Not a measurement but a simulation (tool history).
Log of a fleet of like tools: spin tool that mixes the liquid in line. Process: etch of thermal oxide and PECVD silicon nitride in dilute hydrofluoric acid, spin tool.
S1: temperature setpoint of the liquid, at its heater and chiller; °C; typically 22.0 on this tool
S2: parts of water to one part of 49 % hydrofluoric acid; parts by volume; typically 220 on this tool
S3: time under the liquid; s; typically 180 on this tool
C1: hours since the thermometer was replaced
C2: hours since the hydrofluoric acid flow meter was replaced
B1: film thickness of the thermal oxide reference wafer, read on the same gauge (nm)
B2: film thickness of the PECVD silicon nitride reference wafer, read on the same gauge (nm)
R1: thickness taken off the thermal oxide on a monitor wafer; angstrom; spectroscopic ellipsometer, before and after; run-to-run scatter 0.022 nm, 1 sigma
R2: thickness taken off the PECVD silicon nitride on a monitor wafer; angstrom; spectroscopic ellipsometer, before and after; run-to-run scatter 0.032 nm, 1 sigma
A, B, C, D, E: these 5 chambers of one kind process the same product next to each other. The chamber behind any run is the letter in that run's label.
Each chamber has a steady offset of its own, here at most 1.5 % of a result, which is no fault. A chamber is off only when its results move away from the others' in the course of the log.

run	hour	S1	S2	S3	C1	C2	B1	B2	R1	R2
1E	9.2	22.0	220	180	160.8	2135.4	149.97	40.045	30.345	17.6800
2C	21.3	22.0	220	180	591.1	678.7	150.00	40.020	30.547	18.9460
3A	28.4	22.0	220	180	825.2	1691.8	150.02	40.015	30.216	18.0650
4D	41.0	22.0	220	180	2878.5	763.5	149.98	40.048	29.687	18.2940
5B	52.2	22.0	220	180	2251.6	287.1	149.99	39.946	30.206	18.5270
6A	58.3	22.0	220	180	855.1	1721.7	150.00	39.999	29.545	18.3540
7D	68.0	22.0	220	180	2905.5	790.5	150.02	40.019	30.099	18.2930
8C	74.2	22.0	260	105	644.0	731.6	149.99	39.990	14.380	9.3064
9B	87.0	22.0	260	105	2286.4	321.9	150.00	40.044	14.306	9.4381
10E	93.6	22.0	260	105	245.2	2219.8	149.98	39.962	14.233	9.0184
11C	102.3	22.0	260	105	672.1	759.7	150.04	39.981	14.422	8.8994
12A	108.7	22.0	260	105	905.5	1772.1	150.01	39.986	14.429	9.1842
13B	115.1	26.5	220	180	2314.5	350.0	149.97	40.028	36.114	24.7450
# hour 115.8: chamber D: thermometer replaced
14D	124.4	26.5	220	180	8.6	846.9	149.99	40.023	34.885	25.1110
15E	135.2	26.5	220	180	286.8	2261.4	150.00	40.036	35.597	24.7530
16A	142.4	26.5	220	180	939.2	1805.8	150.01	39.982	35.192	24.1410
17D	148.8	26.5	220	180	33.0	871.3	150.06	39.994	35.128	24.6230
18E	161.8	22.0	220	180	313.4	2288.0	150.00	40.031	29.861	18.7590
19B	168.3	22.0	220	180	2367.7	403.2	149.99	39.995	30.422	19.2840
20C	175.0	22.0	220	180	744.8	832.4	149.99	39.997	30.390	18.7140
21A	182.0	22.0	220	180	978.8	1845.4	150.01	39.973	30.011	18.6640
22B	192.1	22.0	220	180	2391.5	427.0	149.96	39.969	29.996	19.2250
23C	200.1	22.0	220	90	769.9	857.5	150.03	40.010	15.103	9.1736
24D	207.7	22.0	220	90	91.9	930.2	149.99	40.025	15.009	9.4748
25E	214.8	22.0	220	90	366.4	2341.0	150.01	40.009	15.137	9.2454
# hour 216.3: chamber D: hydrofluoric acid flow meter replaced
26C	227.1	22.0	220	90	796.9	884.5	149.99	40.016	15.092	9.4926
27E	238.9	22.0	220	90	390.5	2365.1	149.99	40.018	15.170	9.1606
# hour 241.7: chamber C: hydrofluoric acid flow meter replaced
28A	245.9	22.0	220	180	1042.7	1909.3	150.03	39.960	30.039	17.9540
29D	254.3	22.0	220	180	138.5	38.1	150.01	39.992	29.878	18.5050
30B	264.7	17.5	220	85	2464.1	499.6	149.97	40.030	12.104	6.4394
31A	273.7	17.5	220	85	1070.5	1937.1	150.02	40.008	11.946	6.6671
32D	285.3	17.5	220	85	169.5	69.1	150.00	39.997	11.916	6.5145
33E	297.4	17.5	220	85	449.0	2423.6	150.06	39.986	11.962	6.5051
34C	305.2	17.5	220	85	875.0	63.6	150.00	40.031	12.001	6.6385
# hour 310.1: chamber B: thermometer replaced
35B	313.2	22.0	220	180	3.2	548.1	149.98	39.991	29.958	18.1740
36A	320.9	22.0	220	180	1117.7	1984.3	150.00	40.018	30.072	18.5040
# hour 324.2: chamber E: hydrofluoric acid flow meter replaced
37D	328.7	22.0	220	180	212.9	112.5	150.02	40.015	30.325	18.3120
38E	336.6	22.0	220	180	488.2	12.5	150.02	40.013	30.042	18.1150
39B	343.3	22.0	125	250	33.3	578.2	149.95	40.001	83.581	43.7440
40C	351.0	22.0	125	250	920.8	109.4	149.99	40.007	83.068	43.1850

The same settings go to every chamber for the next run, one line per chamber below. Forecast the results for each:
41A	360.9	22.0	220	180					?	?
41B	360.9	22.0	220	180					?	?
41C	360.9	22.0	220	180					?	?
41D	360.9	22.0	220	180					?	?
41E	360.9	22.0	220	180					?	?

run	R1	R2
41A	29.641	18.2630
41B	30.164	19.5040
41C	30.363	18.8980
41D	30.463	18.6200
41E	30.363	18.4570

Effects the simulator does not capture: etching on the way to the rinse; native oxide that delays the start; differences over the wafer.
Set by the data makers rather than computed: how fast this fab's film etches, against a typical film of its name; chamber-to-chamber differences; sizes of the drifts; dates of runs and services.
